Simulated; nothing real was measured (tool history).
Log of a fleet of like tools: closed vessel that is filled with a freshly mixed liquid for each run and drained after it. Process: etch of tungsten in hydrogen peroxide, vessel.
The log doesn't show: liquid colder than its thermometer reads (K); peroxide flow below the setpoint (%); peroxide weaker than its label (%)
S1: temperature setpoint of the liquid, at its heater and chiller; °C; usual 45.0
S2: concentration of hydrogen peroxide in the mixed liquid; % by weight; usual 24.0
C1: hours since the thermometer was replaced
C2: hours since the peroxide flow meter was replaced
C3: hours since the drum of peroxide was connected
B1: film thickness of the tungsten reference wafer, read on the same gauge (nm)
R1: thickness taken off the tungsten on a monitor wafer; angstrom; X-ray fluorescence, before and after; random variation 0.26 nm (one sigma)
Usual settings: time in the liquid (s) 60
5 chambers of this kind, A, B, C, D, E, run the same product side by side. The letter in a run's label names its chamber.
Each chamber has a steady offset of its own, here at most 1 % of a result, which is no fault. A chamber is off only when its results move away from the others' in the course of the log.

run 1C day=0.238 | S1=45.0 S2=24.0 time_in_the_liquid_(s)=60 | C1=635.5 C2=248.4 C3=170.6 | B1=49.990 | R1=508.32
run 2A day=0.408 | S1=45.0 S2=24.0 time_in_the_liquid_(s)=60 | C1=470.2 C2=75.4 C3=829.6 | B1=49.995 | R1=504.28
run 3D day=0.521 | S1=45.0 S2=24.0 time_in_the_liquid_(s)=60 | C1=857.5 C2=173.3 C3=158.8 | B1=49.993 | R1=510.09
run 4B day=0.650 | S1=45.0 S2=24.0 time_in_the_liquid_(s)=60 | C1=504.9 C2=650.7 C3=78.0 | B1=50.015 | R1=509.84
run 5E day=0.879 | S1=45.0 S2=24.0 time_in_the_liquid_(s)=60 | C1=705.4 C2=1113.3 C3=427.1 | B1=49.986 | R1=507.82
run 6A day=0.988 | S1=45.0 S2=24.0 time_in_the_liquid_(s)=60 | C1=484.1 C2=89.3 C3=843.5 | B1=50.015 | R1=501.41
run 7D day=1.100 | S1=45.0 S2=24.0 time_in_the_liquid_(s)=60 | C1=871.4 C2=187.2 C3=172.7 | B1=50.003 | R1=502.15
run 8B day=1.262 | S1=45.0 S2=24.0 time_in_the_liquid_(s)=60 | C1=519.6 C2=665.4 C3=92.7 | B1=50.006 | R1=509.06
run 9C day=1.492 | S1=45.0 S2=24.0 time_in_the_liquid_(s)=60 | C1=665.6 C2=278.5 C3=200.7 | B1=50.013 | R1=503.84
run 10E day=1.675 | S1=45.0 S2=24.0 time_in_the_liquid_(s)=60 | C1=724.5 C2=1132.4 C3=446.2 | B1=50.003 | R1=508.38
run 11B day=1.796 | S1=52.5 S2=18.5 time_in_the_liquid_(s)=60 | C1=532.4 C2=678.2 C3=105.5 | B1=50.011 | R1=707.64
run 12C day=2.042 | S1=52.5 S2=18.5 time_in_the_liquid_(s)=60 | C1=678.8 C2=291.7 C3=213.9 | B1=50.001 | R1=716.52
run 13E day=2.262 | S1=52.5 S2=18.5 time_in_the_liquid_(s)=60 | C1=738.6 C2=1146.5 C3=460.3 | B1=49.990 | R1=706.82
run 14A day=2.375 | S1=52.5 S2=18.5 time_in_the_liquid_(s)=60 | C1=517.4 C2=122.6 C3=876.8 | B1=49.997 | R1=707.38
run 15D day=2.538 | S1=52.5 S2=18.5 time_in_the_liquid_(s)=60 | C1=905.9 C2=221.7 C3=207.2 | B1=49.971 | R1=697.08
run 16C day=2.775 | S1=45.0 S2=24.0 time_in_the_liquid_(s)=60 | C1=696.4 C2=309.3 C3=231.5 | B1=49.991 | R1=508.72
run 17B day=2.929 | S1=45.0 S2=24.0 time_in_the_liquid_(s)=40 | C1=559.6 C2=705.4 C3=132.7 | B1=49.952 | R1=339.42
run 18A day=3.133 | S1=45.0 S2=24.0 time_in_the_liquid_(s)=40 | C1=535.6 C2=140.8 C3=895.0 | B1=49.998 | R1=334.14
run 19D day=3.304 | S1=45.0 S2=24.0 time_in_the_liquid_(s)=40 | C1=924.3 C2=240.1 C3=225.6 | B1=50.021 | R1=327.99
run 20E day=3.471 | S1=45.0 S2=24.0 time_in_the_liquid_(s)=40 | C1=767.6 C2=1175.5 C3=489.3 | B1=50.017 | R1=337.62
run 21C day=3.592 | S1=45.0 S2=24.0 time_in_the_liquid_(s)=40 | C1=716.0 C2=328.9 C3=251.1 | B1=50.028 | R1=337.49
-- day=3.696 chamber E: thermometer replaced
run 22E day=3.746 | S1=45.0 S2=24.0 time_in_the_liquid_(s)=60 | C1=1.2 C2=1182.1 C3=495.9 | B1=50.039 | R1=502.99
run 23B day=3.988 | S1=45.0 S2=24.0 time_in_the_liquid_(s)=60 | C1=585.0 C2=730.8 C3=158.1 | B1=50.006 | R1=508.84
run 24A day=4.204 | S1=45.0 S2=24.0 time_in_the_liquid_(s)=60 | C1=561.3 C2=166.5 C3=920.7 | B1=50.016 | R1=507.31
run 25D day=4.321 | S1=45.0 S2=24.0 time_in_the_liquid_(s)=60 | C1=948.7 C2=264.5 C3=250.0 | B1=50.032 | R1=491.07
run 26B day=4.538 | S1=45.0 S2=24.0 time_in_the_liquid_(s)=60 | C1=598.2 C2=744.0 C3=171.3 | B1=50.009 | R1=514.49
run 27D day=4.712 | S1=45.0 S2=21.0 time_in_the_liquid_(s)=60 | C1=958.1 C2=273.9 C3=259.4 | B1=50.022 | R1=460.31
run 28E day=4.821 | S1=45.0 S2=21.0 time_in_the_liquid_(s)=60 | C1=27.0 C2=1207.9 C3=521.7 | B1=49.995 | R1=473.23
run 29C day=4.983 | S1=45.0 S2=21.0 time_in_the_liquid_(s)=60 | C1=749.4 C2=362.3 C3=284.5 | B1=50.011 | R1=474.95
run 30A day=5.221 | S1=45.0 S2=21.0 time_in_the_liquid_(s)=60 | C1=585.7 C2=190.9 C3=945.1 | B1=49.992 | R1=472.45
run 31A day=5.388 | S1=45.0 S2=21.0 time_in_the_liquid_(s)=60 | C1=589.7 C2=194.9 C3=949.1 | B1=49.999 | R1=465.10
run 32C day=5.629 | S1=45.0 S2=24.0 time_in_the_liquid_(s)=60 | C1=764.9 C2=377.8 C3=300.0 | B1=49.997 | R1=506.58
run 33D day=5.842 | S1=45.0 S2=24.0 time_in_the_liquid_(s)=60 | C1=985.2 C2=301.0 C3=286.5 | B1=49.995 | R1=493.81
run 34B day=5.958 | S1=45.0 S2=24.0 time_in_the_liquid_(s)=60 | C1=632.3 C2=778.1 C3=205.4 | B1=50.041 | R1=508.58
run 35E day=6.167 | S1=45.0 S2=24.0 time_in_the_liquid_(s)=60 | C1=59.3 C2=1240.2 C3=554.0 | B1=50.012 | R1=510.98

All 5 chambers run these settings next. Forecast each chamber's results:
run 36A day=6.342 | S1=54.5 S2=24.0 time_in_the_liquid_(s)=60 | R1=?
run 36B day=6.342 | S1=54.5 S2=24.0 time_in_the_liquid_(s)=60 | R1=?
run 36C day=6.342 | S1=54.5 S2=24.0 time_in_the_liquid_(s)=60 | R1=?
run 36D day=6.342 | S1=54.5 S2=24.0 time_in_the_liquid_(s)=60 | R1=?
run 36E day=6.342 | S1=54.5 S2=24.0 time_in_the_liquid_(s)=60 | R1=?

run=36A R1=906.98
run=36B R1=898.60
run=36C R1=913.37
run=36D R1=873.58
run=36E R1=888.61
